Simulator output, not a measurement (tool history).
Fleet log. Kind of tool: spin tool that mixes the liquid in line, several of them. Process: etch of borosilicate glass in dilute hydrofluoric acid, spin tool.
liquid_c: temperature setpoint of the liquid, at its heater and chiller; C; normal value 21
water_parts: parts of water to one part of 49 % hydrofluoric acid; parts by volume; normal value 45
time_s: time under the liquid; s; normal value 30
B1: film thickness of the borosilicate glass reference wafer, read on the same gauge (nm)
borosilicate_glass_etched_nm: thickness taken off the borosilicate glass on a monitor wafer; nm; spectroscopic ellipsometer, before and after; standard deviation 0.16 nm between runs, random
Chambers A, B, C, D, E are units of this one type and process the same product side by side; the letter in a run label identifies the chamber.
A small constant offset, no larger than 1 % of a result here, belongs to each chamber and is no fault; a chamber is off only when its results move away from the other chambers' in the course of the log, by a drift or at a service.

-- hour=3.3 chamber E: thermometer replaced
run 1D hour=9.2 | liquid_c=21 water_parts=45 time_s=30 | B1=150.01 | borosilicate_glass_etched_nm=22.596
run 2C hour=20.8 | liquid_c=21 water_parts=45 time_s=30 | B1=150.01 | borosilicate_glass_etched_nm=22.025
run 3E hour=29.8 | liquid_c=21 water_parts=45 time_s=30 | B1=150.02 | borosilicate_glass_etched_nm=22.323
run 4B hour=39 | liquid_c=21 water_parts=45 time_s=30 | B1=150.02 | borosilicate_glass_etched_nm=22.271
run 5A hour=46.2 | liquid_c=21 water_parts=45 time_s=30 | B1=149.97 | borosilicate_glass_etched_nm=22.251
run 6B hour=59.7 | liquid_c=21 water_parts=45 time_s=30 | B1=149.99 | borosilicate_glass_etched_nm=22.388
run 7C hour=70.7 | liquid_c=21 water_parts=45 time_s=30 | B1=150.01 | borosilicate_glass_etched_nm=22.274
run 8D hour=81.6 | liquid_c=21 water_parts=45 time_s=30 | B1=150 | borosilicate_glass_etched_nm=22.278
run 9A hour=90.3 | liquid_c=21 water_parts=45 time_s=30 | B1=149.99 | borosilicate_glass_etched_nm=22.515
run 10E hour=103.4 | liquid_c=21 water_parts=45 time_s=30 | B1=149.98 | borosilicate_glass_etched_nm=22.359
run 11A hour=115.7 | liquid_c=26 water_parts=45 time_s=30 | B1=149.98 | borosilicate_glass_etched_nm=27.675
-- hour=125.1 chamber A: hydrofluoric acid flow meter replaced
run 12C hour=129.5 | liquid_c=26 water_parts=45 time_s=30 | B1=150.01 | borosilicate_glass_etched_nm=27.86
run 13E hour=140.7 | liquid_c=26 water_parts=45 time_s=30 | B1=149.99 | borosilicate_glass_etched_nm=27.685
run 14B hour=147.9 | liquid_c=26 water_parts=45 time_s=30 | B1=150 | borosilicate_glass_etched_nm=27.296
run 15D hour=157.4 | liquid_c=26 water_parts=45 time_s=30 | B1=150 | borosilicate_glass_etched_nm=27.45
run 16D hour=165.1 | liquid_c=21 water_parts=45 time_s=30 | B1=150.01 | borosilicate_glass_etched_nm=22.304
run 17B hour=177.1 | liquid_c=21 water_parts=45 time_s=30 | B1=150 | borosilicate_glass_etched_nm=22.029
run 18C hour=188.4 | liquid_c=21 water_parts=60 time_s=30 | B1=150.01 | borosilicate_glass_etched_nm=17.176
run 19A hour=194.6 | liquid_c=21 water_parts=60 time_s=30 | B1=150.02 | borosilicate_glass_etched_nm=16.415
-- hour=199.6 chamber D: hydrofluoric acid flow meter replaced
run 20E hour=207.3 | liquid_c=21 water_parts=60 time_s=30 | B1=150 | borosilicate_glass_etched_nm=16.428
run 21C hour=214.4 | liquid_c=21 water_parts=60 time_s=30 | B1=150.01 | borosilicate_glass_etched_nm=17.399
run 22E hour=226.5 | liquid_c=21 water_parts=60 time_s=30 | B1=149.97 | borosilicate_glass_etched_nm=16.716
run 23A hour=236.3 | liquid_c=17.5 water_parts=45 time_s=30 | B1=150 | borosilicate_glass_etched_nm=19.235
run 24B hour=244 | liquid_c=17.5 water_parts=45 time_s=30 | B1=150 | borosilicate_glass_etched_nm=19.249
run 25D hour=255.2 | liquid_c=17.5 water_parts=45 time_s=30 | B1=150 | borosilicate_glass_etched_nm=19.365
run 26D hour=263.3 | liquid_c=17.5 water_parts=45 time_s=30 | B1=149.99 | borosilicate_glass_etched_nm=19.352
run 27E hour=275.8 | liquid_c=17.5 water_parts=45 time_s=30 | B1=149.99 | borosilicate_glass_etched_nm=19.276
-- hour=285.1 chamber B: hydrofluoric acid flow meter replaced
run 28B hour=288.5 | liquid_c=21 water_parts=45 time_s=30 | B1=150 | borosilicate_glass_etched_nm=22.724
run 29C hour=296.4 | liquid_c=21 water_parts=45 time_s=20 | B1=149.99 | borosilicate_glass_etched_nm=16.237
run 30A hour=305.5 | liquid_c=21 water_parts=45 time_s=20 | B1=150 | borosilicate_glass_etched_nm=14.955

One chamber off, gauge drift, or nothing amiss beyond the chambers' own small offsets? If it is a chamber, which one, and what is the likeliest cause?

Chamber C drifts away from the others.
What lies behind it: hydrofluoric acid flow above the setpoint (%) = 9.28.
The log may not tell that from: liquid hotter than its thermometer reads (K).

Chamber C could run next with any of the 4 candidate recipes listed below; each alters the usual settings, and their results appear as question marks. Which one brings its results back in line with what the other chambers deliver on the usual settings?
Allowed miss from the other chambers' usual-settings mean, per result, to count as in line: borosilicate_glass_etched_nm 0.56 nm
run 31C-1 hour=315.8 | liquid_c=23 water_parts=45 time_s=30 | borosilicate_glass_etched_nm=?
run 31C-2 hour=315.8 | liquid_c=22 water_parts=45 time_s=30 | borosilicate_glass_etched_nm=?
run 31C-3 hour=315.8 | liquid_c=20 water_parts=45 time_s=30 | borosilicate_glass_etched_nm=?
run 31C-4 hour=315.8 | liquid_c=19 water_parts=45 time_s=30 | borosilicate_glass_etched_nm=?

Other chambers, usual settings, mean: borosilicate_glass_etched_nm 22.422 nm
run=31C-1 borosilicate_glass_etched_nm=26.341
run=31C-2 borosilicate_glass_etched_nm=25.259
run=31C-3 borosilicate_glass_etched_nm=23.206
run=31C-4 borosilicate_glass_etched_nm=22.231
31C-4 puts the chamber back in line with the other chambers.

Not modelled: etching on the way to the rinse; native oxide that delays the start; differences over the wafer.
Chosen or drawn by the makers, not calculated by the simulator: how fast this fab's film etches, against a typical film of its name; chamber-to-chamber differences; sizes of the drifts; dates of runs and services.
